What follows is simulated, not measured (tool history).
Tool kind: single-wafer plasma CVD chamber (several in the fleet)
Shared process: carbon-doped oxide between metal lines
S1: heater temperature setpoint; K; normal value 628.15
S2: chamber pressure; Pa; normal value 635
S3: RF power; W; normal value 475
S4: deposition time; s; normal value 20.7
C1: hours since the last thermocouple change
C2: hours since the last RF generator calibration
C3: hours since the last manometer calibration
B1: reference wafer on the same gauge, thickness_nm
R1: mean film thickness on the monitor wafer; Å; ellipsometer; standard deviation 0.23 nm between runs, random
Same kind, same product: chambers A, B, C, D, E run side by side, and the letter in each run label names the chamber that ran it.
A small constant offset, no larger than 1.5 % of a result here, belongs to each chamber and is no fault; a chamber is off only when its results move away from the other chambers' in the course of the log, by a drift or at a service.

run,hour,S1,S2,S3,S4,C1,C2,C3,B1,R1
1D,9.0,628.15,635,475,20.7,829.4,811.3,214.0,112.92,997.28
2C,18.3,628.15,635,475,20.7,983.4,1956.2,1823.8,113.09,998.79
# hour 22.5: chamber C: RF generator calibrated
3A,25.7,628.15,635,475,20.7,35.1,1879.9,444.2,113.06,1003.70
4E,30.5,628.15,635,475,20.7,1165.3,211.8,468.0,112.98,1003.70
5B,37.2,628.15,635,440,20.7,596.5,677.9,820.2,113.03,967.55
6A,44.4,628.15,635,440,20.7,53.8,1898.6,462.9,113.00,954.19
7E,53.3,628.15,635,440,20.7,1188.1,234.6,490.8,112.98,949.93
8C,64.1,628.15,635,440,20.7,1029.2,41.7,1869.6,112.96,954.50
9B,72.3,628.15,635,440,20.7,631.6,713.0,855.3,112.96,968.06
10D,78.3,628.15,635,475,20.7,898.7,880.6,283.3,113.00,997.60
11B,85.9,628.15,635,475,20.7,645.2,726.6,868.9,112.99,1016.70
12E,93.5,628.15,635,475,20.7,1228.3,274.8,531.0,113.00,1002.50
13C,100.8,628.15,635,395,20.7,1065.9,78.4,1906.3,113.01,881.87
14A,106.9,628.15,635,395,20.7,116.3,1961.1,525.4,112.97,880.96
15D,115.0,628.15,635,395,20.7,935.4,917.3,320.0,112.95,864.77
16A,123.8,628.15,635,395,20.7,133.2,1978.0,542.3,113.03,881.68
17C,130.7,628.15,635,395,20.7,1095.8,108.3,1936.2,113.01,879.39
18E,138.6,628.15,635,475,20.7,1273.4,319.9,576.1,113.00,1000.50
19D,144.9,628.15,635,475,20.7,965.3,947.2,349.9,112.99,995.37
20B,150.8,628.15,635,475,20.7,710.1,791.5,933.8,113.00,1016.20
21D,159.6,628.15,635,475,20.7,980.0,961.9,364.6,112.96,987.68
22A,167.7,628.15,635,475,20.7,177.1,2021.9,586.2,112.98,1007.00
23E,174.6,628.15,635,475,20.7,1309.4,355.9,612.1,113.04,1001.60
24B,182.4,628.15,635,475,20.7,741.7,823.1,965.4,113.02,1021.50
25C,190.5,628.15,635,475,20.7,1155.6,168.1,1996.0,112.96,1004.30
26E,200.0,628.15,635,380,20.7,1334.8,381.3,637.5,112.98,851.97
27D,210.5,628.15,635,380,20.7,1030.9,1012.8,415.5,113.04,836.87
28B,218.1,628.15,635,380,20.7,777.4,858.8,1001.1,113.01,868.96
29A,224.5,628.15,635,380,20.7,233.9,2078.7,643.0,112.94,856.19
30C,235.0,628.15,635,380,20.7,1200.1,212.6,2040.5,113.02,860.79
31E,240.6,628.15,635,475,20.7,1375.4,421.9,678.1,112.93,1000.40
32A,249.1,628.15,635,475,20.7,258.5,2103.3,667.6,113.06,1008.80
33B,255.1,628.15,635,475,20.7,814.4,895.8,1038.1,112.98,1016.10
34C,264.5,628.15,635,475,20.7,1229.6,242.1,2070.0,113.00,999.82
35D,272.1,628.15,635,475,20.7,1092.5,1074.4,477.1,113.02,982.39
36A,277.4,628.15,635,475,20.7,286.8,2131.6,695.9,113.02,1004.80
37E,288.1,628.15,635,475,20.7,1422.9,469.4,725.6,112.94,1004.20
38C,297.2,628.15,635,475,20.7,1262.3,274.8,2102.7,113.08,1001.80
39D,302.7,628.15,635,475,20.7,1123.1,1105.0,507.7,112.97,976.62
40B,310.1,628.15,635,475,20.7,869.4,950.8,1093.1,112.96,1013.60

For the next run the whole fleet of 5 chambers uses the same settings. Give each chamber's results:
41A,317.9,628.15,635,475,20.7,,,,,?
41B,317.9,628.15,635,475,20.7,,,,,?
41C,317.9,628.15,635,475,20.7,,,,,?
41D,317.9,628.15,635,475,20.7,,,,,?
41E,317.9,628.15,635,475,20.7,,,,,?

run,R1
41A,1001.30
41B,1016.90
41C,1003.50
41D,979.20
41E,1006.30
